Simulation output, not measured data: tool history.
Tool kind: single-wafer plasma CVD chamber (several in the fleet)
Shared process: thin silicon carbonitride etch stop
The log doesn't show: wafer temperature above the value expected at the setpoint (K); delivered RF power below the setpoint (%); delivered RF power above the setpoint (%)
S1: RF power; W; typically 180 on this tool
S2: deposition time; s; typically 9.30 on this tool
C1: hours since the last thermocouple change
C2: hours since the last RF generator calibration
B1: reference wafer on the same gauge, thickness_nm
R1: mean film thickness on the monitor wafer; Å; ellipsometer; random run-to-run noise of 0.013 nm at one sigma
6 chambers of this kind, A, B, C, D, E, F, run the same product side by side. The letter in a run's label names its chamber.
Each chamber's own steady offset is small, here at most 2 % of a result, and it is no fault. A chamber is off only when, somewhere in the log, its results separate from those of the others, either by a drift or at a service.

run	day	S1	S2	C1	C2	B1	R1
1D	0.388	180	9.30	779.2	202.5	6.0411	50.700
2E	0.912	180	9.30	958.9	235.4	6.0360	51.415
3A	1.238	180	9.30	530.1	2206.0	6.0412	50.537
4C	1.542	180	9.30	607.3	774.7	6.0418	52.464
5B	1.792	155	7.62	1919.6	272.9	6.0352	40.000
6F	2.271	155	7.62	1213.3	1117.5	6.0376	39.652
7F	2.729	155	7.62	1224.3	1128.5	6.0400	39.494
8B	3.167	155	7.62	1952.6	305.9	6.0375	40.175
9C	3.521	155	7.62	654.8	822.2	6.0366	40.965
# day 3.638: chamber A: RF generator calibrated
10D	3.771	155	7.62	860.4	283.7	6.0409	39.941
11A	4.171	180	9.30	600.5	12.8	6.0398	50.707
12E	4.621	180	9.30	1047.9	324.4	6.0426	51.430
13D	4.854	180	9.30	886.4	309.7	6.0390	50.980
14E	5.279	180	9.30	1063.7	340.2	6.0387	51.551
# day 5.379: chamber B: thermocouple changed; heater temperature recalibrated
15A	5.771	180	9.30	638.9	51.2	6.0408	50.756
16C	6.279	180	9.30	721.0	888.4	6.0384	52.115
17F	6.671	180	9.30	1318.9	1223.1	6.0382	50.743
18B	7.150	180	9.30	42.6	401.5	6.0392	51.050
# day 7.533: chamber F: thermocouple changed; heater temperature recalibrated
19F	7.608	150	9.30	1.8	1245.6	6.0428	48.100
# day 7.867: chamber C: RF generator calibrated
20E	8.033	150	9.30	1129.8	406.3	6.0385	48.740
21C	8.375	150	9.30	771.3	12.3	6.0411	49.400
22D	8.712	150	9.30	979.0	402.3	6.0426	48.193
23B	9.100	150	9.30	89.4	448.3	6.0406	48.177
24A	9.396	150	9.30	725.9	138.2	6.0364	48.035
25E	9.800	180	9.30	1172.2	448.7	6.0411	51.509
26B	10.212	180	9.30	116.1	475.0	6.0412	50.601
27C	10.704	180	9.30	827.2	68.2	6.0402	52.113
28A	11.138	180	9.30	767.7	180.0	6.0437	50.846
29F	11.400	180	8.66	92.8	1336.6	6.0396	47.335
30D	11.812	180	8.66	1053.4	476.7	6.0431	47.346
31A	12.096	180	8.66	790.7	203.0	6.0400	47.082
32E	12.388	180	8.66	1234.3	510.8	6.0401	48.217
33F	12.621	180	8.66	122.1	1365.9	6.0394	47.255
34D	12.904	180	8.66	1079.6	502.9	6.0411	47.314
35B	13.283	180	9.30	189.8	548.7	6.0419	50.248
36C	13.638	180	9.30	897.6	138.6	6.0403	52.311
37A	13.954	180	9.30	835.3	247.6	6.0399	50.693
38F	14.479	180	9.30	166.7	1410.5	6.0431	50.565
39B	14.775	180	9.30	225.6	584.5	6.0404	50.020
# day 15.021: chamber C: thermocouple changed; heater temperature recalibrated
40C	15.167	180	9.30	3.5	175.3	6.0383	52.168
41D	15.679	180	9.30	1146.2	569.5	6.0411	50.785
42E	16.038	180	9.30	1321.9	598.4	6.0395	51.695

Is one chamber out of step, is the gauge drifting, or do the chambers differ by no more than their own small offsets? For an off chamber, give its letter and the likeliest cause.

It is chamber B that slowly wanders off from its peers.
Likeliest cause: delivered RF power below the setpoint (%) = 7.44.

Which of the 4 candidates below, each the usual settings with something changed and its results left as question marks, puts chamber B back in line with what the other chambers give on the usual settings?
Allowed miss from the other chambers' usual-settings mean, per result, to count as in line: R1 0.440 Å
43B-1	16.417	185	9.73				?
43B-2	16.417	180	8.83				?
43B-3	16.417	180	9.50				?
43B-4	16.417	180	9.10				?

The mean the other chambers reach with the usual settings: R1 51.216 Å
run	R1
43B-1	52.864
43B-2	47.574
43B-3	51.184
43B-4	49.029
The answer is 43B-3, which returns the chamber to within the allowed miss of the others.
